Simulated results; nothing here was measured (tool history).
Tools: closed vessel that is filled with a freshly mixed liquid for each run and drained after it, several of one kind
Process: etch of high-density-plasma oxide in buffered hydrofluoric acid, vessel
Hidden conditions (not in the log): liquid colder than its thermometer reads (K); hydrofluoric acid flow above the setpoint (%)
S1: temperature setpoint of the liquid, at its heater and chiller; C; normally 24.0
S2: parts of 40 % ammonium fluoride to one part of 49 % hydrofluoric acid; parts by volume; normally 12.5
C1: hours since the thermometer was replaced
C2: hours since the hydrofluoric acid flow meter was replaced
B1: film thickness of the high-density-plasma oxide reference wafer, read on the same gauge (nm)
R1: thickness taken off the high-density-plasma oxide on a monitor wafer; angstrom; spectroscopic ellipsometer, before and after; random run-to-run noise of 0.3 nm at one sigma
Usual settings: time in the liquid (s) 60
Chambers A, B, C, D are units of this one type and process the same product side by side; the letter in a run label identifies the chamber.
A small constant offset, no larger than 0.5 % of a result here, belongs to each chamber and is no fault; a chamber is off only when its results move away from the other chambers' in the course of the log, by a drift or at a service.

run 1A hour=6.5 | S1=24.0 S2=12.5 time_in_the_liquid_(s)=60 | C1=1245.1 C2=1245.6 | B1=59.996 | R1=597.42
run 2B hour=17.3 | S1=24.0 S2=12.5 time_in_the_liquid_(s)=60 | C1=442.4 C2=197.3 | B1=60.006 | R1=604.47
run 3C hour=29.9 | S1=24.0 S2=12.5 time_in_the_liquid_(s)=60 | C1=914.2 C2=674.5 | B1=60.013 | R1=602.55
run 4D hour=41.9 | S1=24.0 S2=12.5 time_in_the_liquid_(s)=60 | C1=715.9 C2=341.7 | B1=59.984 | R1=610.18
run 5D hour=49.8 | S1=24.0 S2=12.5 time_in_the_liquid_(s)=60 | C1=723.8 C2=349.6 | B1=59.997 | R1=606.31
run 6B hour=62.5 | S1=24.0 S2=12.5 time_in_the_liquid_(s)=60 | C1=487.6 C2=242.5 | B1=59.984 | R1=602.61
run 7A hour=74.7 | S1=24.0 S2=12.5 time_in_the_liquid_(s)=60 | C1=1313.3 C2=1313.8 | B1=60.006 | R1=595.02
run 8C hour=86.6 | S1=24.0 S2=12.5 time_in_the_liquid_(s)=60 | C1=970.9 C2=731.2 | B1=59.996 | R1=602.75
run 9C hour=97.1 | S1=24.0 S2=12.5 time_in_the_liquid_(s)=60 | C1=981.4 C2=741.7 | B1=59.995 | R1=603.21
run 10B hour=104.7 | S1=24.0 S2=12.5 time_in_the_liquid_(s)=60 | C1=529.8 C2=284.7 | B1=59.978 | R1=606.63
run 11A hour=116.0 | S1=24.0 S2=12.5 time_in_the_liquid_(s)=60 | C1=1354.6 C2=1355.1 | B1=59.996 | R1=600.96
run 12D hour=124.7 | S1=24.0 S2=12.5 time_in_the_liquid_(s)=60 | C1=798.7 C2=424.5 | B1=59.998 | R1=601.00
run 13D hour=136.0 | S1=24.0 S2=12.5 time_in_the_liquid_(s)=60 | C1=810.0 C2=435.8 | B1=60.002 | R1=599.72
run 14C hour=149.7 | S1=24.0 S2=12.5 time_in_the_liquid_(s)=60 | C1=1034.0 C2=794.3 | B1=60.010 | R1=603.41
run 15B hour=162.2 | S1=24.0 S2=12.5 time_in_the_liquid_(s)=60 | C1=587.3 C2=342.2 | B1=59.999 | R1=604.86
run 16A hour=172.1 | S1=27.5 S2=12.5 time_in_the_liquid_(s)=40 | C1=1410.7 C2=1411.2 | B1=60.000 | R1=485.22
run 17D hour=182.6 | S1=27.5 S2=12.5 time_in_the_liquid_(s)=40 | C1=856.6 C2=482.4 | B1=60.029 | R1=485.69
run 18A hour=196.1 | S1=27.5 S2=12.5 time_in_the_liquid_(s)=40 | C1=1434.7 C2=1435.2 | B1=59.987 | R1=481.40
-- hour=201.4 chamber D: thermometer replaced
run 19C hour=202.7 | S1=27.5 S2=12.5 time_in_the_liquid_(s)=40 | C1=1087.0 C2=847.3 | B1=59.997 | R1=483.02
run 20B hour=216.0 | S1=24.0 S2=12.5 time_in_the_liquid_(s)=60 | C1=641.1 C2=396.0 | B1=60.003 | R1=603.00
run 21C hour=222.9 | S1=24.0 S2=12.5 time_in_the_liquid_(s)=60 | C1=1107.2 C2=867.5 | B1=60.014 | R1=604.10
run 22A hour=229.4 | S1=28.0 S2=12.5 time_in_the_liquid_(s)=60 | C1=1468.0 C2=1468.5 | B1=59.999 | R1=742.30
run 23D hour=241.3 | S1=28.0 S2=12.5 time_in_the_liquid_(s)=60 | C1=40.0 C2=541.1 | B1=59.995 | R1=748.49
run 24B hour=251.9 | S1=28.0 S2=12.5 time_in_the_liquid_(s)=60 | C1=677.0 C2=431.9 | B1=59.999 | R1=748.85
run 25A hour=263.0 | S1=28.0 S2=12.5 time_in_the_liquid_(s)=60 | C1=1501.6 C2=1502.1 | B1=59.970 | R1=749.23
-- hour=268.0 chamber B: thermometer replaced
run 26C hour=270.7 | S1=24.0 S2=12.5 time_in_the_liquid_(s)=60 | C1=1155.0 C2=915.3 | B1=60.001 | R1=599.69
-- hour=273.5 chamber D: hydrofluoric acid flow meter replaced
run 27B hour=280.1 | S1=24.0 S2=12.5 time_in_the_liquid_(s)=60 | C1=12.2 C2=460.1 | B1=59.984 | R1=599.96
run 28D hour=293.2 | S1=24.0 S2=12.5 time_in_the_liquid_(s)=60 | C1=91.9 C2=19.7 | B1=60.038 | R1=601.55
run 29B hour=302.9 | S1=24.0 S2=12.5 time_in_the_liquid_(s)=60 | C1=35.0 C2=482.9 | B1=59.989 | R1=608.84

All chambers now run identical settings, listed one chamber a line with results as question marks. What results will each chamber show?
run 30A hour=312.8 | S1=24.0 S2=12.5 time_in_the_liquid_(s)=80 | R1=?
run 30B hour=312.8 | S1=24.0 S2=12.5 time_in_the_liquid_(s)=80 | R1=?
run 30C hour=312.8 | S1=24.0 S2=12.5 time_in_the_liquid_(s)=80 | R1=?
run 30D hour=312.8 | S1=24.0 S2=12.5 time_in_the_liquid_(s)=80 | R1=?

run=30A R1=806.69
run=30B R1=803.80
run=30C R1=801.81
run=30D R1=809.80

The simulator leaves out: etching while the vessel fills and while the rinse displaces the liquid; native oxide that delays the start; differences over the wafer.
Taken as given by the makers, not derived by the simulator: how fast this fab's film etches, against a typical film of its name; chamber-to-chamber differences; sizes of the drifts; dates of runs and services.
